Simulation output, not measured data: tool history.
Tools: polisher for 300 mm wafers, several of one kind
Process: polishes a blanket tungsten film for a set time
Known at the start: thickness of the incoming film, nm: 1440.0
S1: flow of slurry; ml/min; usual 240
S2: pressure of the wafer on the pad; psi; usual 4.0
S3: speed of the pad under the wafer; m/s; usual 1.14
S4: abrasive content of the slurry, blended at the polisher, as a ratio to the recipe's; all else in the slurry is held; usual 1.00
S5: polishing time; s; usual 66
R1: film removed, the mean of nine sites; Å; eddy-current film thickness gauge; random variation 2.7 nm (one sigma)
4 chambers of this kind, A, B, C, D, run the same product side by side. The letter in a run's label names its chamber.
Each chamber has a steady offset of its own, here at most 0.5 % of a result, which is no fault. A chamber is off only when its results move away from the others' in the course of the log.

run   hour   S1   S2    S3    S4  S5      R1
       4.1  -- chamber C: slurry tank refilled with fresh slurry and peroxide
 1C    6.8  240  4.0  1.14  1.00  66  3258.7
 2A   14.9  240  4.0  1.14  1.00  66  3233.8
      24.7  -- chamber C: worn pad replaced by a new one
 3D   25.3  240  4.0  1.14  1.00  66  3185.9
      27.8  -- chamber D: slurry nozzle cleaned
      34.3  -- chamber A: worn pad replaced by a new one
 4B   34.3  240  4.0  1.14  1.00  66  3248.5
      41.3  -- chamber D: slurry tank refilled with fresh slurry and peroxide
 5C   44.5  240  4.0  1.14  1.00  66  3232.9
      47.6  -- chamber A: slurry tank refilled with fresh slurry and peroxide
      52.1  -- chamber D: worn pad replaced by a new one
 6D   53.0  240  4.0  1.14  1.00  66  3205.4
      54.0  -- chamber B: worn pad replaced by a new one
      58.1  -- chamber C: slurry tank refilled with fresh slurry and peroxide
      59.5  -- chamber C: slurry nozzle cleaned
 7A   61.5  240  3.4  1.14  1.00  66  2737.9
 8B   72.2  240  3.4  1.14  1.00  66  2747.5
 9B   83.7  240  3.4  1.14  1.00  66  2692.5
10A   92.7  240  3.4  1.14  1.00  66  2714.1
      94.5  -- chamber A: worn pad replaced by a new one
     101.3  -- chamber C: worn pad replaced by a new one
11D  104.6  240  4.0  1.14  1.00  66  3176.8
     108.7  -- chamber B: slurry blender recalibrated
     113.3  -- chamber C: slurry tank refilled with fresh slurry and peroxide
12C  114.3  240  4.0  1.14  1.00  66  3245.8
     117.0  -- chamber A: slurry blender recalibrated
     118.5  -- chamber D: worn pad replaced by a new one
     119.1  -- chamber B: slurry tank refilled with fresh slurry and peroxide
     121.1  -- chamber D: slurry tank refilled with fresh slurry and peroxide
13A  122.6  240  4.0  1.14  0.85  66  3096.5
     125.2  -- chamber B: worn pad replaced by a new one
14C  128.7  240  4.0  1.14  0.85  66  3099.6
     132.9  -- chamber B: head pressure recalibrated
15D  137.1  240  4.0  1.14  0.85  66  3146.8
     146.2  -- chamber A: worn pad replaced by a new one
16B  148.2  240  4.0  1.14  0.85  66  3118.8
17C  158.6  240  4.0  1.14  1.00  66  3199.6
     167.5  -- chamber C: slurry tank refilled with fresh slurry and peroxide
18B  170.2  240  4.0  1.14  1.00  66  3187.3
19D  180.8  240  4.0  1.14  1.00  66  3165.0
     182.8  -- chamber C: worn pad replaced by a new one
     184.8  -- chamber D: worn pad replaced by a new one
     184.8  -- chamber D: slurry blender recalibrated
20A  189.6  240  4.0  1.14  1.00  66  3204.1
     193.3  -- chamber B: worn pad replaced by a new one
21C  196.6  240  4.0  1.14  1.00  66  3218.4
     198.3  -- chamber D: slurry tank refilled with fresh slurry and peroxide
     200.0  -- chamber A: slurry tank refilled with fresh slurry and peroxide
     202.0  -- chamber A: worn pad replaced by a new one
22B  203.3  240  4.0  1.14  1.00  66  3174.7
23A  213.8  240  4.0  1.14  1.00  66  3230.3
     220.3  -- chamber C: slurry tank refilled with fresh slurry and peroxide
24D  223.1  240  4.0  1.14  1.00  66  3191.3
     223.7  -- chamber A: slurry blender recalibrated
     231.8  -- chamber C: head pressure recalibrated
25A  232.2  240  4.0  1.14  1.00  66  3198.4
26B  238.1  240  4.0  1.14  1.00  66  3232.6
27C  249.2  240  4.0  1.14  1.00  66  3215.2
     256.4  -- chamber D: worn pad replaced by a new one
28D  258.7  240  4.0  1.14  1.00  66  3181.4

Next, every chamber runs the same settings. What will each give?
29A  267.5  240  4.0  1.14  1.00  66   ?
29B  267.5  240  4.0  1.14  1.00  66   ?
29C  267.5  240  4.0  1.14  1.00  66   ?
29D  267.5  240  4.0  1.14  1.00  66   ?

run      R1
29A  3190.7
29B  3221.6
29C  3197.4
29D  3198.8
